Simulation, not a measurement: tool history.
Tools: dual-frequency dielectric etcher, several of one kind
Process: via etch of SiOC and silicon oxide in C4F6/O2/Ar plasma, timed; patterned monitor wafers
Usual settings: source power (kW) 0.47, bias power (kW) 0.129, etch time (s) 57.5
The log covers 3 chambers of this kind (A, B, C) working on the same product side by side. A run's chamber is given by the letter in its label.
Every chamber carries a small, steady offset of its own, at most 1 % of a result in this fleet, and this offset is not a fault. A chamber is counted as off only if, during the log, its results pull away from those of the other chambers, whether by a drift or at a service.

run   hour  source power (kW)  bias power (kW)  etch time (s)  read-back reference wafer on the same gauge, depth_nm  mean etch depth across the wafer (Å)
 1A    6.8               0.47            0.129           57.5                                                 52.316                                632.12
 2B     14               0.47            0.129           57.5                                                 52.308                                625.06
 3C   18.9               0.47            0.129           57.5                                                 52.288                                 629.5
 4C     27               0.47            0.129           57.5                                                 52.316                                622.13
      27.5  -- chamber C: wet clean of the chamber
 5B   34.3               0.57            0.129           57.5                                                 52.276                                679.59
 6A   43.7               0.57            0.129           57.5                                                 52.322                                673.84
 7A   51.7               0.57            0.129           57.5                                                 52.304                                678.81
 8C   58.4               0.47            0.129           57.5                                                 52.345                                   626
 9B   67.2               0.47            0.129           57.5                                                 52.306                                628.15
      69.2  -- chamber A: bias power generator calibrated
10B   72.3               0.47            0.129           57.5                                                 52.302                                 629.5
11A   77.8               0.47            0.129           57.5                                                 52.315                                 627.2
12C   86.7               0.47            0.129           57.5                                                 52.329                                617.73
13A   95.9               0.47            0.129           57.5                                                 52.358                                627.79
14B  104.4               0.47            0.129           57.5                                                 52.312                                626.06
15C  113.1               0.47            0.129           57.5                                                 52.301                                626.49
16B  118.8               0.56            0.129           57.5                                                 52.306                                669.66
17C  123.4               0.56            0.129           57.5                                                 52.257                                 668.3
18A    129               0.56            0.129           57.5                                                 52.246                                674.94
     134.1  -- chamber B: wet clean of the chamber
19C  138.2               0.47            0.129           57.5                                                 52.284                                626.18
20B  144.8               0.47            0.129           57.5                                                 52.348                                659.02
21A  151.7               0.38            0.129             64                                                 52.325                                646.09
22B  157.1               0.38            0.129             64                                                 52.293                                669.71
23A    166               0.38            0.129             64                                                 52.232                                645.88
24C  175.1               0.47            0.129           57.5                                                 52.331                                617.23
25B  181.1               0.47            0.129           57.5                                                 52.293                                656.28
26A  186.5               0.47            0.129           57.5                                                   52.3                                628.34
27C  191.9               0.47            0.129           57.5                                                 52.241                                622.69
28A  197.4               0.47            0.129           57.5                                                 52.284                                630.05
29B  202.5               0.47            0.129           57.5                                                 52.274                                657.69
30C  212.1               0.47            0.129           57.5                                                 52.348                                 624.2
31C  218.4               0.47            0.129           57.5                                                 52.332                                627.69
32B  224.3               0.47            0.129           57.5                                                  52.35                                648.59
33A  228.9               0.47            0.129           57.5                                                 52.315                                624.61
34C    236               0.47            0.129           57.5                                                 52.312                                620.67
35A  241.8               0.47            0.103             49                                                 52.294                                505.51
36B    250               0.47            0.103             49                                                 52.274                                522.08
37C  254.4               0.47            0.103             49                                                 52.269                                496.52
38B  262.4               0.47            0.129           57.5                                                 52.316                                653.11
39A  269.9               0.47            0.129           57.5                                                 52.267                                634.26

Each of the 3 chambers runs these same settings next. Fill in every chamber's results:
40A  276.7               0.47            0.129           57.5                                                                                            ?
40B  276.7               0.47            0.129           57.5                                                                                            ?
40C  276.7               0.47            0.129           57.5                                                                                            ?

run  mean etch depth across the wafer (Å)
40A                                619.93
40B                                656.64
40C                                623.52

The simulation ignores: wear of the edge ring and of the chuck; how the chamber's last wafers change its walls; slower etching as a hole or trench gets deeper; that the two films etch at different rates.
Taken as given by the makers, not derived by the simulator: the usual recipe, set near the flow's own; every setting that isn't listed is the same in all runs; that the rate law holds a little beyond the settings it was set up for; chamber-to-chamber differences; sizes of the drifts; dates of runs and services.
